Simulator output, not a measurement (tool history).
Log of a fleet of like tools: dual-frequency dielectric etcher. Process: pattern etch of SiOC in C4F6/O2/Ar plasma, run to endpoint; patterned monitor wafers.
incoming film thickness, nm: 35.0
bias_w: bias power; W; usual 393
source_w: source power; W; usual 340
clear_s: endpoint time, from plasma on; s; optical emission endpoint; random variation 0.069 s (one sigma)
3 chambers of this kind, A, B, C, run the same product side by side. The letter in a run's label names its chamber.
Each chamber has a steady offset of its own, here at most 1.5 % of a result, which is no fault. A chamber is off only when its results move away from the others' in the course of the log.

run    day  bias_w  source_w  clear_s
 1B  0.162     393       340   13.648
 2C  0.325     393       340   13.948
 3A  0.412     393       340   13.856
 4B  0.558     393       340   13.703
 5C   0.65     393       340   13.772
 6A  0.788     393       340   14.002
 7C  0.921     393       340   13.786
 8A  1.062     393       340   13.797
 9B  1.225     393       340   13.641
     1.325  -- chamber C: wet clean of the chamber
10A  1.358     445       280   14.303
11B  1.438     445       280   13.907
12C  1.588     445       280   14.045
13A  1.754     451       340   13.286
14C   1.85     451       340   13.184
15B  1.983     451       340   12.844
16B  2.108     393       340   13.733
17A  2.196     393       340    13.93
18C  2.342     358       420   13.305
19C  2.425     358       420   13.188
20B    2.6     358       420   13.043
21A  2.692     393       340   13.902
22C  2.771     393       340   13.739
23B  2.929     393       340   13.588
24A  3.025     393       340   14.114
25C  3.129     393       340   13.752
26A   3.25     393       340   14.119
27B   3.35     393       290   14.433
       3.4  -- chamber B: bias power generator calibrated
28B  3.475     393       290   14.441
29C  3.604     393       290   14.681
30A   3.75     393       340   14.269
31C  3.879     393       340   13.843
32A  4.012     393       340   14.115
33B  4.162     393       340   13.707
     4.308  -- chamber A: bias power generator calibrated
34C  4.308     393       340   13.763
35A  4.417     393       340   14.171
36B  4.554     393       340   13.606
37C  4.683     393       340   13.812
38A   4.85     393       340   14.419
39B   4.95     393       340   13.745
40A  5.033     393       340   14.507
41B  5.129     393       340   13.662
42C  5.308     393       340   13.887
43B  5.471     308       280    16.11

Is one chamber off against the others, does the gauge drift, or is nothing wrong? If a chamber is off, say which, and what the likeliest cause is.

Chamber A drifts away from the others.
Cause: etch rate under this chamber's usual, % = 4.14.

Here are 4 candidates for chamber A's next run, each the usual settings with a change, their results left as question marks. Which one brings its results back in line with what the others give on the usual settings?
In line means no further than this from the other chambers' mean on the usual settings: clear_s 0.24 s
44A-1  5.604     393       430        ?
44A-2  5.604     422       360        ?
44A-3  5.604     309       340        ?
44A-4  5.604     364       320        ?

The other chambers' mean on the usual settings: clear_s 13.747 s
  run  clear_s
44A-1   13.261
44A-2   13.799
44A-3   15.741
44A-4   15.197
44A-2 brings the chamber back in line.

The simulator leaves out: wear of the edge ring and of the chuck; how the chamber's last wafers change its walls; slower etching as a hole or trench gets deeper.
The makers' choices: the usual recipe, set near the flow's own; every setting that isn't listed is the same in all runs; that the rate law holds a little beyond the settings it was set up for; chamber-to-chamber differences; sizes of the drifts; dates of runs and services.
